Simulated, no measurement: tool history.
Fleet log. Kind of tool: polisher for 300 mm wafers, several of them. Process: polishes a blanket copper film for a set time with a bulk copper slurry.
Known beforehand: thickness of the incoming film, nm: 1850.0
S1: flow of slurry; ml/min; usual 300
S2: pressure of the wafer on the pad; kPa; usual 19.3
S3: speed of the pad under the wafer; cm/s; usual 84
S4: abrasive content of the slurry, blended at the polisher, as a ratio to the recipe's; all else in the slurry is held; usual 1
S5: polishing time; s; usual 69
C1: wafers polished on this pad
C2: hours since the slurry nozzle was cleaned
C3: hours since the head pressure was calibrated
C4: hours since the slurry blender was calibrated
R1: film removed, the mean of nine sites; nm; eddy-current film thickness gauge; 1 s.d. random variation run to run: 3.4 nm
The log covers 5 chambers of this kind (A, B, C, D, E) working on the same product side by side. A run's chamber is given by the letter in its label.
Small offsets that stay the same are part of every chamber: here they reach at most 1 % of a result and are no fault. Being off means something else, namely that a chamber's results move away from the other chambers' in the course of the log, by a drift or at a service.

run	day	S1	S2	S3	S4	S5	C1	C2	C3	C4	R1
# day 0.038: chamber A: slurry blender recalibrated
# day 0.154: chamber C: worn pad replaced by a new one
# day 0.346: chamber A: worn pad replaced by a new one
# day 0.396: chamber B: slurry nozzle cleaned
1C	0.429	300	19.3	84	1	69	60	85.7	818.9	114.4	561.3
# day 0.55: chamber C: slurry blender recalibrated
# day 0.729: chamber B: worn pad replaced by a new one
2B	0.8	300	19.3	84	1	69	16	9.8	733.4	49.2	560.59
3A	1.279	300	19.3	84	1	69	204	350.3	131.9	29.8	554.82
4D	1.7	300	19.3	84	1	69	959	236.9	472.5	116.9	551.52
5E	2.012	300	19.3	84	0.8	69	614	448.7	253.4	177.1	531.2
# day 2.062: chamber E: worn pad replaced by a new one
6A	2.317	300	19.3	84	0.8	69	431	375.2	156.8	54.7	527.34
7C	2.6	300	19.3	84	0.8	69	535	137.8	871	49.3	532.71
# day 2.612: chamber E: slurry nozzle cleaned
# day 2.767: chamber A: worn pad replaced by a new one
# day 2.858: chamber E: slurry blender recalibrated
8D	2.925	300	19.3	84	0.8	69	1227	266.3	501.9	146.3	535.99
# day 2.958: chamber C: worn pad replaced by a new one
9B	3.146	300	19.3	84	0.8	69	529	66.1	789.7	105.5	530.8
10E	3.5	300	17.2	84	1	69	315	21.3	289.1	15.4	498.72
11A	3.892	300	17.2	84	1	69	246	413	194.6	92.5	493.71
# day 3.967: chamber D: slurry blender recalibrated
12C	4.242	300	17.2	84	1	69	280	177.2	910.4	88.7	496.47
13E	4.446	300	17.2	84	1	69	522	44	311.8	38.1	496.87
14B	4.683	300	17.2	84	1	69	865	103	826.6	142.4	496.13
# day 4.712: chamber E: worn pad replaced by a new one
15D	5.088	300	19.3	84	1	69	1700	318.2	553.8	27	550.58
# day 5.279: chamber A: worn pad replaced by a new one
16C	5.558	300	19.3	84	1	69	568	208.8	942	120.3	553.91
# day 5.875: chamber C: worn pad replaced by a new one
17A	5.875	300	19.3	84	1	69	130	460.6	242.2	140.1	559.66
18B	6.104	300	19.3	84	1	69	1176	137.1	860.7	176.5	556.59
# day 6.342: chamber C: slurry blender recalibrated
19E	6.488	300	19.3	84	1	69	388	93	360.8	87.1	555.68
20D	6.842	300	19.3	84	1	69	2083	360.3	595.9	69.1	540.82
21A	7.3	300	19.3	84	1	69	442	494.8	276.4	174.3	555.59
# day 7.512: chamber B: worn pad replaced by a new one
# day 7.642: chamber E: worn pad replaced by a new one
22C	7.75	300	19.3	84	1	69	410	261.4	994.6	33.9	564.18
23B	8.121	300	19.3	84	1	69	133	185.5	909.1	224.9	555.67
# day 8.204: chamber A: worn pad replaced by a new one
# day 8.296: chamber C: head pressure recalibrated
24E	8.512	205	19.3	96	1	69	190	141.6	409.4	135.7	608.75
# day 8.633: chamber C: slurry nozzle cleaned
# day 8.667: chamber C: worn pad replaced by a new one
25D	8.846	205	19.3	96	1	69	2522	408.4	644	117.2	585.89
26C	9.312	205	19.3	96	1	69	141	16.4	24.4	71.4	614.08
27B	9.771	205	19.3	96	1	69	494	225.1	948.7	264.5	603.52
28A	10.012	205	19.3	96	1	69	395	559.9	341.5	239.4	604.02
# day 10.042: chamber E: worn pad replaced by a new one
# day 10.104: chamber D: slurry blender recalibrated
29D	10.242	300	19.3	74	1	69	2827	441.9	677.5	3.4	465.55
30E	10.546	300	19.3	74	1	69	110	190.4	458.2	184.5	489.12
31D	10.946	300	19.3	74	1	69	2981	458.8	694.4	20.3	464.3
32C	11.204	300	19.3	74	1	69	555	61.8	69.8	116.8	486.22
# day 11.279: chamber A: worn pad replaced by a new one
# day 11.471: chamber A: slurry nozzle cleaned
# day 11.533: chamber A: slurry blender recalibrated
33A	11.575	300	19.3	74	1	69	65	2.5	379	1.1	487.76
# day 11.65: chamber E: slurry blender recalibrated
# day 11.925: chamber B: slurry blender recalibrated
34E	12.038	300	19.3	84	1	69	437	226.2	494	9.4	556.17
35B	12.354	300	19.3	84	1	69	1059	287.1	1010.7	10.4	552.37

All chambers now run identical settings, listed one chamber a line with results as question marks. What results will each chamber show?
36A	12.696	300	19.3	66	1	69					?
36B	12.696	300	19.3	66	1	69					?
36C	12.696	300	19.3	66	1	69					?
36D	12.696	300	19.3	66	1	69					?
36E	12.696	300	19.3	66	1	69					?

run	R1
36A	438.26
36B	433.7
36C	434.79
36D	405.32
36E	435.23

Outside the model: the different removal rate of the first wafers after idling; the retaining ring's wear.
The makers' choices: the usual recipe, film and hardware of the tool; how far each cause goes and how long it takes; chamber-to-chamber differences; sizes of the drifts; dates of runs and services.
